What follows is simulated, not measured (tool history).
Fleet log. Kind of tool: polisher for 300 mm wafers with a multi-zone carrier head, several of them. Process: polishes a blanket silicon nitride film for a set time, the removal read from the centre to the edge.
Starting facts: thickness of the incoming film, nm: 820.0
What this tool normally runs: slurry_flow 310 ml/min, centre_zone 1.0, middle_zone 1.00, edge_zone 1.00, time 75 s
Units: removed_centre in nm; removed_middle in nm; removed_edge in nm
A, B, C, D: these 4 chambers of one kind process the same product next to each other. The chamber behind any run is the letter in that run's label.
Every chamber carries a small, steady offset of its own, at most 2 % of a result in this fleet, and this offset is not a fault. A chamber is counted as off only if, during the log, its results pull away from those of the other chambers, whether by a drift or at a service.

run	day	slurry_flow	centre_zone	middle_zone	edge_zone	time	wafers polished on this pad	hours since the slurry nozzle was cleaned	hours since the centre zone pressure was calibrated	hours since the edge zone pressure was calibrated	removed_centre	removed_middle	removed_edge
1A	0.342	310	1.0	1.00	1.00	75	639	666.3	1147.8	325.2	149.43	149.73	147.86
# day 0.496: chamber A: slurry nozzle cleaned
2D	0.608	310	1.0	1.00	1.00	75	857	443.9	274.2	870.1	147.77	150.99	148.87
# day 0.662: chamber A: centre zone pressure recalibrated
3C	0.988	310	1.0	1.00	1.00	75	593	271.0	500.2	327.5	149.53	149.70	148.52
4B	1.275	310	1.0	1.00	1.00	75	493	270.0	61.0	881.6	148.37	146.62	149.05
# day 1.358: chamber C: worn pad replaced by a new one
5C	1.462	310	1.0	1.00	1.00	75	17	282.4	511.6	338.9	149.27	147.59	145.72
6A	1.796	310	1.0	1.00	1.00	75	879	31.3	27.2	360.1	150.76	146.54	150.61
# day 1.829: chamber D: slurry nozzle cleaned
7D	2.062	310	1.0	1.00	1.00	75	1098	5.7	309.1	905.0	150.64	146.80	146.53
8B	2.262	310	1.0	1.00	1.00	75	657	293.7	84.7	905.3	148.86	145.73	149.55
9A	2.675	310	1.0	1.00	1.00	75	1025	52.4	48.3	381.2	149.64	147.64	150.25
10D	3.058	310	1.0	1.00	1.00	75	1263	29.6	333.0	928.9	147.09	145.87	149.26
# day 3.254: chamber B: worn pad replaced by a new one
11C	3.283	310	1.0	1.00	1.00	75	319	326.1	555.3	382.6	152.36	148.89	151.45
12B	3.517	310	1.0	1.00	1.00	75	44	323.8	114.8	935.4	146.97	143.61	151.02
# day 3.533: chamber D: worn pad replaced by a new one
13D	3.775	410	1.0	1.00	1.00	75	40	46.8	350.2	946.1	154.49	148.50	149.14
# day 3.975: chamber D: centre zone pressure recalibrated
14B	4.188	410	1.0	1.00	1.00	75	155	339.9	130.9	951.5	150.69	150.47	153.73
15A	4.392	410	1.0	1.00	1.00	75	1309	93.6	89.5	422.4	154.74	153.17	147.81
16C	4.796	410	1.0	1.00	1.00	75	569	362.4	591.6	418.9	151.09	149.49	150.39
17A	4.979	310	1.0	1.00	1.00	75	1407	107.7	103.6	436.5	147.73	148.19	147.01
18B	5.179	310	1.0	1.00	1.00	75	319	363.7	154.7	975.3	151.85	146.39	150.08
19D	5.538	310	1.0	1.00	1.00	75	332	89.1	37.6	988.4	150.89	149.33	149.99
# day 5.692: chamber A: worn pad replaced by a new one
20C	5.967	310	1.0	1.00	1.00	75	763	390.5	619.7	447.0	147.97	147.57	147.37
# day 6.129: chamber C: worn pad replaced by a new one
21D	6.383	310	1.0	1.00	1.00	75	472	109.4	57.9	1008.7	150.44	146.52	148.66
22A	6.642	310	0.9	1.00	1.08	75	157	147.6	143.5	476.4	136.27	147.83	153.95
23C	6.867	310	0.9	1.00	1.08	75	122	412.1	641.3	468.6	131.61	150.78	152.45
24B	7.292	310	0.9	1.00	1.08	75	669	414.4	205.4	1026.0	131.34	149.03	156.20
25D	7.612	310	0.9	1.00	1.08	75	675	138.9	87.4	1038.2	133.18	146.88	155.39
# day 7.838: chamber B: edge zone pressure recalibrated
26A	7.946	310	1.0	1.00	1.00	75	373	178.9	174.8	507.7	151.52	149.09	147.40
# day 8.196: chamber B: worn pad replaced by a new one
27B	8.350	310	1.0	1.00	1.00	75	26	439.8	230.8	12.3	150.59	143.77	149.95
28C	8.746	310	1.0	1.00	1.00	75	433	457.2	686.4	513.7	148.17	149.29	146.98
29D	9.154	310	1.0	1.00	1.00	75	931	175.9	124.4	1075.2	150.68	148.47	148.08
# day 9.504: chamber D: edge zone pressure recalibrated
30B	9.512	310	1.0	1.00	1.00	75	218	467.7	258.7	40.2	148.31	145.41	148.73
31A	9.762	310	1.0	1.00	1.00	75	674	222.5	218.4	551.3	149.55	149.78	149.17
32C	10.054	310	1.0	1.00	1.00	75	650	488.6	717.8	545.1	145.84	148.96	149.69
33A	10.388	310	1.0	1.00	1.00	75	777	237.5	233.4	566.3	146.99	148.93	148.04
# day 10.583: chamber C: worn pad replaced by a new one
34C	10.767	310	1.1	1.00	0.90	75	30	505.7	734.9	562.2	163.95	143.08	139.27
35D	11.012	310	1.1	1.00	0.90	75	1239	220.5	169.0	36.2	163.47	150.85	140.97
36B	11.296	310	1.1	1.00	0.90	75	514	510.5	301.5	83.0	164.68	148.17	138.39
37B	11.500	310	1.1	1.00	0.90	75	547	515.4	306.4	87.9	166.01	143.41	143.36
# day 11.546: chamber D: worn pad replaced by a new one
38C	11.733	310	1.0	1.00	1.00	75	190	528.9	758.1	585.4	151.55	148.70	144.79
39D	12.125	310	1.0	1.11	0.90	75	96	247.2	195.7	62.9	148.92	164.72	140.82
# day 12.129: chamber B: worn pad replaced by a new one
40A	12.546	310	1.0	1.11	0.90	75	1135	289.3	285.2	618.1	150.16	162.90	138.99
41B	12.788	310	1.0	1.11	0.90	75	109	546.3	337.3	118.8	151.93	159.63	142.10
# day 12.958: chamber A: worn pad replaced by a new one
42A	13.042	310	1.0	1.11	0.90	75	14	301.2	297.1	630.0	149.78	163.41	142.95
43D	13.462	310	1.0	1.00	1.00	75	318	279.3	227.8	95.0	148.35	149.05	149.55

Next, every chamber runs the same settings. What will each give?
44A	13.771	310	1.0	1.00	1.00	85					?	?	?
44B	13.771	310	1.0	1.00	1.00	85					?	?	?
44C	13.771	310	1.0	1.00	1.00	85					?	?	?
44D	13.771	310	1.0	1.00	1.00	85					?	?	?

run	removed_centre	removed_middle	removed_edge
44A	170.34	167.99	172.87
44B	170.47	166.11	168.80
44C	164.70	166.94	163.11
44D	168.71	165.46	172.69
